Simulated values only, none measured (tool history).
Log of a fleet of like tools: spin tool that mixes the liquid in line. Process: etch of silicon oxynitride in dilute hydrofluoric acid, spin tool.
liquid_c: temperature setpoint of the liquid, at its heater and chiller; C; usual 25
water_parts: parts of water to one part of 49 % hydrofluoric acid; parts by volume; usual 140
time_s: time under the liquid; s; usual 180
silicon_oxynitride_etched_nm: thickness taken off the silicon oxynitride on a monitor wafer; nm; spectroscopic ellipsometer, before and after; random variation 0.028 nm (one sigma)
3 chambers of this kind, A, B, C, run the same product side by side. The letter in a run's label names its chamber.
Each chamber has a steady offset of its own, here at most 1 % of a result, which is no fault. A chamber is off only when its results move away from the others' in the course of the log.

run,hour,liquid_c,water_parts,time_s,"read-back film thickness of the silicon oxynitride reference wafer, read on the same gauge (nm)",silicon_oxynitride_etched_nm
1A,14.6,25,140,180,149.97,1.91360
2C,26.7,25,140,180,150.03,1.89620
3B,37.2,25,140,180,150.00,1.97010
4C,51.8,25,140,180,149.99,1.94780
5A,61.5,25,140,180,149.98,1.88740
6B,73.9,25,140,120,150.00,1.21850
7C,84.0,25,140,120,149.98,1.25290
# hour 92.3: chamber C: hydrofluoric acid flow meter replaced
8B,97.1,25,140,120,150.00,1.27390
9A,109.7,30,85,180,149.96,4.16480
10C,124.2,30,85,180,149.97,4.10730
11B,131.5,30,85,180,150.00,4.07470
12A,139.3,25,140,115,150.05,1.19570
13A,146.5,25,140,115,150.04,1.19940
14B,158.2,25,140,115,150.01,1.17490
# hour 166.1: chamber A: thermometer replaced
15C,167.1,25,140,180,150.01,1.80270
16B,176.5,25,140,180,150.00,1.91260
17A,190.6,25,140,180,150.03,1.90680
# hour 197.7: chamber B: hydrofluoric acid flow meter replaced
18C,199.3,25,140,180,149.99,1.89000
19A,213.2,25,140,180,149.99,1.86360
20C,224.2,25,140,180,150.00,1.84510
21B,236.6,25,140,180,150.00,1.85920
22A,249.9,25,140,180,150.00,1.89080
23B,263.5,25,140,180,149.97,1.86920
24C,276.1,25,140,180,150.03,1.84610
25A,283.8,25,140,180,149.99,1.88530
26B,297.0,25,140,180,150.00,1.89350
# hour 305.0: chamber A: hydrofluoric acid flow meter replaced
27C,305.5,25,140,180,150.00,1.84690
28C,314.4,25,165,80,150.00,0.68735
29B,327.9,25,165,80,149.99,0.70317
30A,339.6,25,165,80,150.00,0.69311
31A,350.2,25,140,180,149.96,1.82200
32C,360.2,25,140,180,149.99,1.91480

Next, every chamber runs the same settings. What will each give?
33A,370.6,25,140,180,,?
33B,370.6,25,140,180,,?
33C,370.6,25,140,180,,?

run,silicon_oxynitride_etched_nm
33A,1.83650
33B,1.86510
33C,1.86170
